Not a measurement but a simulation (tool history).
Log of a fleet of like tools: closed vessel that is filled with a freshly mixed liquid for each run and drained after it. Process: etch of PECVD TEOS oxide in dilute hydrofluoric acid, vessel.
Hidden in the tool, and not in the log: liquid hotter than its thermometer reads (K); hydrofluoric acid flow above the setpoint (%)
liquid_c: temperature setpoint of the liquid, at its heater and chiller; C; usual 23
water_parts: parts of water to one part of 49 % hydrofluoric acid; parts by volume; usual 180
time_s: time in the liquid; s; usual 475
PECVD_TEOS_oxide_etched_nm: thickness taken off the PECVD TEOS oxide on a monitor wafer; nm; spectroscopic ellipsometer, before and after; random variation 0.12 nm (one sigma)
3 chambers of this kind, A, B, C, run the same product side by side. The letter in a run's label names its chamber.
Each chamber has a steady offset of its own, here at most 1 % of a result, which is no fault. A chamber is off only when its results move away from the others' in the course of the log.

run	day	liquid_c	water_parts	time_s	hours since the thermometer was replaced	hours since the hydrofluoric acid flow meter was replaced	read-back film thickness of the PECVD TEOS oxide reference wafer, read on the same gauge (nm)	PECVD_TEOS_oxide_etched_nm
1A	0.229	23	180	475	18.6	1036.4	50.017	38.775
2C	0.621	23	180	475	511.5	246.4	49.98	38.871
3B	1.033	23	180	475	1391.6	88.9	49.985	39.117
4C	1.492	23	180	475	532.4	267.3	50.011	38.996
5A	1.867	23	180	475	57.9	1075.7	49.999	38.955
6B	2.3	23	180	475	1422	119.3	50.024	39.178
7C	2.742	25.5	255	475	562.4	297.3	49.943	27.754
8A	3.212	25.5	255	475	90.2	1108	50.033	27.716
9B	3.6	25.5	255	475	1453.2	150.5	49.975	27.82
10B	4.108	23	180	475	1465.4	162.7	50.007	39.115
11A	4.629	23	180	475	124.2	1142	49.959	38.861
12C	5	23	180	475	616.6	351.5	49.969	39.002
13A	5.483	23	180	475	144.7	1162.5	49.981	38.996
14B	5.888	23	180	475	1508.1	205.4	50.024	39.062
15C	6.25	23	180	475	646.6	381.5	49.98	38.923
16B	6.504	23	180	475	1522.9	220.2	49.961	39.197
17C	7.021	23	180	475	665.1	400	49.954	39.103
18A	7.483	23	180	475	192.7	1210.5	50.002	39.071
19C	7.908	23	180	475	686.4	421.3	50	38.898
20B	8.35	23	180	475	1567.2	264.5	50.019	38.967
21A	8.767	25.5	180	730	223.5	1241.3	50.013	65.47
22C	9.121	25.5	180	730	715.5	450.4	50.029	65.626
23B	9.504	25.5	180	730	1594.9	292.2	50.036	66.148
24A	9.996	23	125	475	253	1270.8	50.047	60.196
25C	10.358	23	125	475	745.2	480.1	50.027	59.819
26A	10.788	23	125	475	272	1289.8	50.011	60.041
27B	11.296	23	180	475	1637.9	335.2	49.951	39.087
28B	11.671	23	180	475	1646.9	344.2	50.026	39.047
29C	11.942	23	180	475	783.2	518.1	50.008	39.114
30A	12.204	23	180	475	306	1323.8	49.979	38.79
31A	12.712	23	180	475	318.2	1336	49.991	38.963
32B	13.2	23	180	475	1683.6	380.9	49.988	39.138
33C	13.479	23	180	475	820.1	555	50.02	38.859
34C	13.954	19.5	180	665	831.5	566.4	49.951	47.322
35B	14.454	19.5	180	665	1713.7	411	49.949	47.807
36A	14.746	19.5	180	665	367	1384.8	49.998	47.845
37C	15.083	20	180	475	858.6	593.5	50.024	34.573
38A	15.592	20	180	475	387.3	1405.1	50.031	34.742
39B	15.85	20	180	475	1747.2	444.5	49.996	34.889
40B	16.204	26	180	475	1755.7	453	50.017	44.014
41C	16.692	26	180	475	897.2	632.1	49.959	43.535
42A	16.962	26	180	475	420.2	1438	49.969	43.611

Is one chamber off against the others, does the gauge drift, or is nothing wrong? If a chamber is off, say which, and what the likeliest cause is.

No chamber stands off beyond its own small offset, and the gauge holds steady.
